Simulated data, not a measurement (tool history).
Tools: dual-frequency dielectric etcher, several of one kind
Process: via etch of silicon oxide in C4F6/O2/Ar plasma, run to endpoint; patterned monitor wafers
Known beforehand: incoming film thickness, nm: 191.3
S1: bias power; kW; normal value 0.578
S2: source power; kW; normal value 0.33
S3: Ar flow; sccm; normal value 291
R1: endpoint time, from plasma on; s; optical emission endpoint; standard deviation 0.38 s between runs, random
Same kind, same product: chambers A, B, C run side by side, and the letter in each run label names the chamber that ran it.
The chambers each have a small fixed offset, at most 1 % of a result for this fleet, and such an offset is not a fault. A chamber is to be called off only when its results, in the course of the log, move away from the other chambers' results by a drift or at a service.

Run 1B, hour 13.7: usual settings. Result: R1 42.476 s.
Run 2A, hour 23.5: usual settings. Result: R1 42.307 s.
Run 3C, hour 36.6: usual settings. Result: R1 42.406 s.
At hour 43.8: chamber B: bias power generator calibrated.
Run 4C, hour 46.5: usual settings. Result: R1 42.28 s.
Run 5B, hour 56.6: usual settings. Result: R1 43.153 s.
Run 6A, hour 64: usual settings. Result: R1 42.755 s.
Run 7B, hour 74.1: usual settings. Result: R1 42.849 s.
Run 8A, hour 80.4: usual settings. Result: R1 42.218 s.
At hour 84.2: chamber B: wet clean of the chamber.
Run 9C, hour 89.4: usual settings. Result: R1 42.87 s.
At hour 95.7: chamber A: Ar flow controller replaced.
Run 10C, hour 101.1: usual settings. Result: R1 42.657 s.
Run 11B, hour 110.9: usual settings. Result: R1 42.328 s.
Run 12A, hour 120.1: usual settings. Result: R1 41.851 s.
Run 13C, hour 132.8: usual settings. Result: R1 43.056 s.
Run 14B, hour 142.4: usual settings. Result: R1 42.496 s.
Run 15A, hour 153: usual settings but S1 0.53 kW, S3 248 sccm. Result: R1 42.396 s.
Run 16B, hour 164.2: usual settings but S1 0.53 kW, S3 248 sccm. Result: R1 42.789 s.
Run 17A, hour 172.6: usual settings but S1 0.53 kW, S3 248 sccm. Result: R1 41.185 s.
Run 18C, hour 186.1: usual settings. Result: R1 41.956 s.
Run 19B, hour 192.3: usual settings. Result: R1 42.49 s.
Run 20A, hour 201.3: usual settings. Result: R1 40.501 s.
Run 21C, hour 214.6: usual settings. Result: R1 42.944 s.
Run 22B, hour 227.3: usual settings. Result: R1 42.686 s.
Run 23C, hour 238.8: usual settings. Result: R1 42.6 s.
Run 24A, hour 252.6: usual settings but S2 0.35 kW, S3 252 sccm. Result: R1 38.884 s.
Run 25B, hour 259.7: usual settings but S2 0.35 kW, S3 252 sccm. Result: R1 41.18 s.

All 3 chambers run these settings next. Forecast each chamber's results:
Run 26A, hour 270: usual settings but S2 0.3 kW. Result: R1 ?.
Run 26B, hour 270: usual settings but S2 0.3 kW. Result: R1 ?.
Run 26C, hour 270: usual settings but S2 0.3 kW. Result: R1 ?.

run      R1
26A  41.722
26B  43.284
26C  43.908

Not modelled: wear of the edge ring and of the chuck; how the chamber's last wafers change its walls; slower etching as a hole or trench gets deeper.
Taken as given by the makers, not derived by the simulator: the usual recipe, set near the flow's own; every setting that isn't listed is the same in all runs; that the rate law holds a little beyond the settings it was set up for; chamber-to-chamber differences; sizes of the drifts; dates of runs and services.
